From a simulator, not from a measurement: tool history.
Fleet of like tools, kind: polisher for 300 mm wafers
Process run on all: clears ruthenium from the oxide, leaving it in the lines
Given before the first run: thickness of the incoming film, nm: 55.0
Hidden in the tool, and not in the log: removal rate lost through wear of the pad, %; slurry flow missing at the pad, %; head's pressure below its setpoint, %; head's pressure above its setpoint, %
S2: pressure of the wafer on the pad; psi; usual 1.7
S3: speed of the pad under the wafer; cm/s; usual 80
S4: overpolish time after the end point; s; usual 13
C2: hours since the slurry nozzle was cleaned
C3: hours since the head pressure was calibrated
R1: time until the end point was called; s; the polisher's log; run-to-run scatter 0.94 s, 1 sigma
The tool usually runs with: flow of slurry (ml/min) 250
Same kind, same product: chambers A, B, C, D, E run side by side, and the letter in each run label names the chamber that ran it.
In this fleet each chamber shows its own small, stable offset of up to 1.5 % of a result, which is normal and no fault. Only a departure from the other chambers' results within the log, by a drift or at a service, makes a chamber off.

{"hour": 2.1, "done": "chamber E: worn pad replaced by a new one"}
{"run": "1D", "hour": 6.9, "flow of slurry (ml/min)": 250, "S2": 1.7, "S3": 80, "S4": 13, "wafers polished on this pad": 1398, "C2": 504.4, "C3": 333.8, "R1": 71.546}
{"run": "2B", "hour": 15.2, "flow of slurry (ml/min)": 250, "S2": 1.7, "S3": 80, "S4": 13, "wafers polished on this pad": 817, "C2": 45.9, "C3": 31.3, "R1": 71.502}
{"hour": 20.1, "done": "chamber D: worn pad replaced by a new one"}
{"run": "3C", "hour": 22.1, "flow of slurry (ml/min)": 250, "S2": 1.7, "S3": 80, "S4": 13, "wafers polished on this pad": 776, "C2": 227.3, "C3": 231.5, "R1": 71.354}
{"hour": 26.0, "done": "chamber A: worn pad replaced by a new one"}
{"run": "4A", "hour": 27.6, "flow of slurry (ml/min)": 250, "S2": 1.7, "S3": 80, "S4": 13, "wafers polished on this pad": 20, "C2": 267.5, "C3": 80.1, "R1": 72.194}
{"run": "5E", "hour": 36.0, "flow of slurry (ml/min)": 250, "S2": 1.7, "S3": 80, "S4": 13, "wafers polished on this pad": 412, "C2": 416.6, "C3": 382.9, "R1": 69.625}
{"run": "6E", "hour": 44.4, "flow of slurry (ml/min)": 250, "S2": 1.7, "S3": 80, "S4": 13, "wafers polished on this pad": 514, "C2": 425, "C3": 391.3, "R1": 71.443}
{"hour": 49.1, "done": "chamber B: worn pad replaced by a new one"}
{"run": "7B", "hour": 49.8, "flow of slurry (ml/min)": 250, "S2": 1.7, "S3": 80, "S4": 13, "wafers polished on this pad": 8, "C2": 80.5, "C3": 65.9, "R1": 70.725}
{"run": "8A", "hour": 54.9, "flow of slurry (ml/min)": 320, "S2": 1.7, "S3": 80, "S4": 17, "wafers polished on this pad": 351, "C2": 294.8, "C3": 107.4, "R1": 70.118}
{"run": "9D", "hour": 64.5, "flow of slurry (ml/min)": 320, "S2": 1.7, "S3": 80, "S4": 17, "wafers polished on this pad": 539, "C2": 562, "C3": 391.4, "R1": 69.803}
{"run": "10C", "hour": 69.0, "flow of slurry (ml/min)": 320, "S2": 1.7, "S3": 80, "S4": 17, "wafers polished on this pad": 1345, "C2": 274.2, "C3": 278.4, "R1": 69.352}
{"hour": 70.7, "done": "chamber C: worn pad replaced by a new one"}
{"run": "11A", "hour": 75.9, "flow of slurry (ml/min)": 320, "S2": 1.7, "S3": 80, "S4": 17, "wafers polished on this pad": 606, "C2": 315.8, "C3": 128.4, "R1": 70.737}
{"hour": 79.0, "done": "chamber C: head pressure recalibrated"}
{"run": "12D", "hour": 84.4, "flow of slurry (ml/min)": 320, "S2": 1.7, "S3": 80, "S4": 17, "wafers polished on this pad": 780, "C2": 581.9, "C3": 411.3, "R1": 69.927}
{"run": "13B", "hour": 90.8, "flow of slurry (ml/min)": 250, "S2": 1.5, "S3": 80, "S4": 13, "wafers polished on this pad": 506, "C2": 121.5, "C3": 106.9, "R1": 82.036}
{"run": "14E", "hour": 98.7, "flow of slurry (ml/min)": 250, "S2": 1.5, "S3": 80, "S4": 13, "wafers polished on this pad": 1173, "C2": 479.3, "C3": 445.6, "R1": 80.408}
{"run": "15C", "hour": 106.4, "flow of slurry (ml/min)": 250, "S2": 1.5, "S3": 80, "S4": 13, "wafers polished on this pad": 433, "C2": 311.6, "C3": 27.5, "R1": 78.989}
{"run": "16C", "hour": 115.8, "flow of slurry (ml/min)": 250, "S2": 1.5, "S3": 80, "S4": 13, "wafers polished on this pad": 547, "C2": 321, "C3": 36.9, "R1": 82.027}
{"run": "17A", "hour": 120.3, "flow of slurry (ml/min)": 250, "S2": 1.5, "S3": 80, "S4": 13, "wafers polished on this pad": 1145, "C2": 360.2, "C3": 172.8, "R1": 81.235}
{"hour": 124.3, "done": "chamber D: worn pad replaced by a new one"}
{"hour": 127.2, "done": "chamber E: worn pad replaced by a new one"}
{"run": "18B", "hour": 128.5, "flow of slurry (ml/min)": 250, "S2": 1.7, "S3": 80, "S4": 13, "wafers polished on this pad": 964, "C2": 159.2, "C3": 144.6, "R1": 72.824}
{"hour": 131.0, "done": "chamber A: worn pad replaced by a new one"}
{"hour": 135.2, "done": "chamber D: head pressure recalibrated"}
{"run": "19E", "hour": 138.5, "flow of slurry (ml/min)": 250, "S2": 1.7, "S3": 80, "S4": 13, "wafers polished on this pad": 138, "C2": 519.1, "C3": 485.4, "R1": 69.909}
{"hour": 141.5, "done": "chamber E: slurry nozzle cleaned"}
{"run": "20D", "hour": 144.3, "flow of slurry (ml/min)": 250, "S2": 1.7, "S3": 80, "S4": 13, "wafers polished on this pad": 243, "C2": 641.8, "C3": 9.1, "R1": 79.266}
{"run": "21B", "hour": 151.4, "flow of slurry (ml/min)": 250, "S2": 1.7, "S3": 80, "S4": 13, "wafers polished on this pad": 1242, "C2": 182.1, "C3": 167.5, "R1": 72.691}
{"run": "22E", "hour": 159.2, "flow of slurry (ml/min)": 250, "S2": 1.7, "S3": 80, "S4": 13, "wafers polished on this pad": 389, "C2": 17.7, "C3": 506.1, "R1": 72.516}
{"run": "23A", "hour": 168.2, "flow of slurry (ml/min)": 250, "S2": 1.7, "S3": 80, "S4": 17, "wafers polished on this pad": 452, "C2": 408.1, "C3": 220.7, "R1": 70.686}
{"hour": 173.8, "done": "chamber B: slurry nozzle cleaned"}
{"hour": 173.9, "done": "chamber B: worn pad replaced by a new one"}
{"hour": 176.9, "done": "chamber E: head pressure recalibrated"}
{"run": "24D", "hour": 177.5, "flow of slurry (ml/min)": 250, "S2": 1.7, "S3": 80, "S4": 17, "wafers polished on this pad": 646, "C2": 675, "C3": 42.3, "R1": 79.525}
{"run": "25C", "hour": 186.2, "flow of slurry (ml/min)": 250, "S2": 1.7, "S3": 80, "S4": 17, "wafers polished on this pad": 1402, "C2": 391.4, "C3": 107.3, "R1": 71.385}
{"hour": 194.0, "done": "chamber C: worn pad replaced by a new one"}
{"run": "26C", "hour": 194.1, "flow of slurry (ml/min)": 250, "S2": 1.7, "S3": 80, "S4": 17, "wafers polished on this pad": 2, "C2": 399.3, "C3": 115.2, "R1": 69.941}
{"run": "27D", "hour": 201.0, "flow of slurry (ml/min)": 250, "S2": 1.7, "S3": 80, "S4": 17, "wafers polished on this pad": 931, "C2": 698.5, "C3": 65.8, "R1": 81.193}
{"run": "28B", "hour": 207.8, "flow of slurry (ml/min)": 250, "S2": 1.7, "S3": 80, "S4": 13, "wafers polished on this pad": 412, "C2": 34.1, "C3": 223.9, "R1": 72.986}
{"hour": 211.0, "done": "chamber A: worn pad replaced by a new one"}
{"run": "29A", "hour": 215.5, "flow of slurry (ml/min)": 300, "S2": 1.7, "S3": 80, "S4": 19, "wafers polished on this pad": 55, "C2": 455.4, "C3": 268, "R1": 71.786}
{"run": "30E", "hour": 220.6, "flow of slurry (ml/min)": 300, "S2": 1.7, "S3": 80, "S4": 19, "wafers polished on this pad": 1134, "C2": 79.1, "C3": 43.8, "R1": 70.192}
{"run": "31C", "hour": 230.5, "flow of slurry (ml/min)": 300, "S2": 1.7, "S3": 80, "S4": 19, "wafers polished on this pad": 444, "C2": 435.7, "C3": 151.6, "R1": 68.191}
{"run": "32B", "hour": 239.3, "flow of slurry (ml/min)": 300, "S2": 1.7, "S3": 80, "S4": 19, "wafers polished on this pad": 794, "C2": 65.6, "C3": 255.4, "R1": 71.258}
{"hour": 244.0, "done": "chamber D: worn pad replaced by a new one"}
{"run": "33D", "hour": 245.7, "flow of slurry (ml/min)": 300, "S2": 1.7, "S3": 80, "S4": 19, "wafers polished on this pad": 21, "C2": 743.2, "C3": 110.5, "R1": 78.132}

All chambers now run identical settings, listed one chamber a line with results as question marks. What results will each chamber show?
{"run": "34A", "hour": 252.9, "flow of slurry (ml/min)": 305, "S2": 1.7, "S3": 80, "S4": 13, "R1": "?"}
{"run": "34B", "hour": 252.9, "flow of slurry (ml/min)": 305, "S2": 1.7, "S3": 80, "S4": 13, "R1": "?"}
{"run": "34C", "hour": 252.9, "flow of slurry (ml/min)": 305, "S2": 1.7, "S3": 80, "S4": 13, "R1": "?"}
{"run": "34D", "hour": 252.9, "flow of slurry (ml/min)": 305, "S2": 1.7, "S3": 80, "S4": 13, "R1": "?"}
{"run": "34E", "hour": 252.9, "flow of slurry (ml/min)": 305, "S2": 1.7, "S3": 80, "S4": 13, "R1": "?"}

run=34A R1=71.11
run=34B R1=70.82
run=34C R1=69.046
run=34D R1=78.932
run=34E R1=70.42
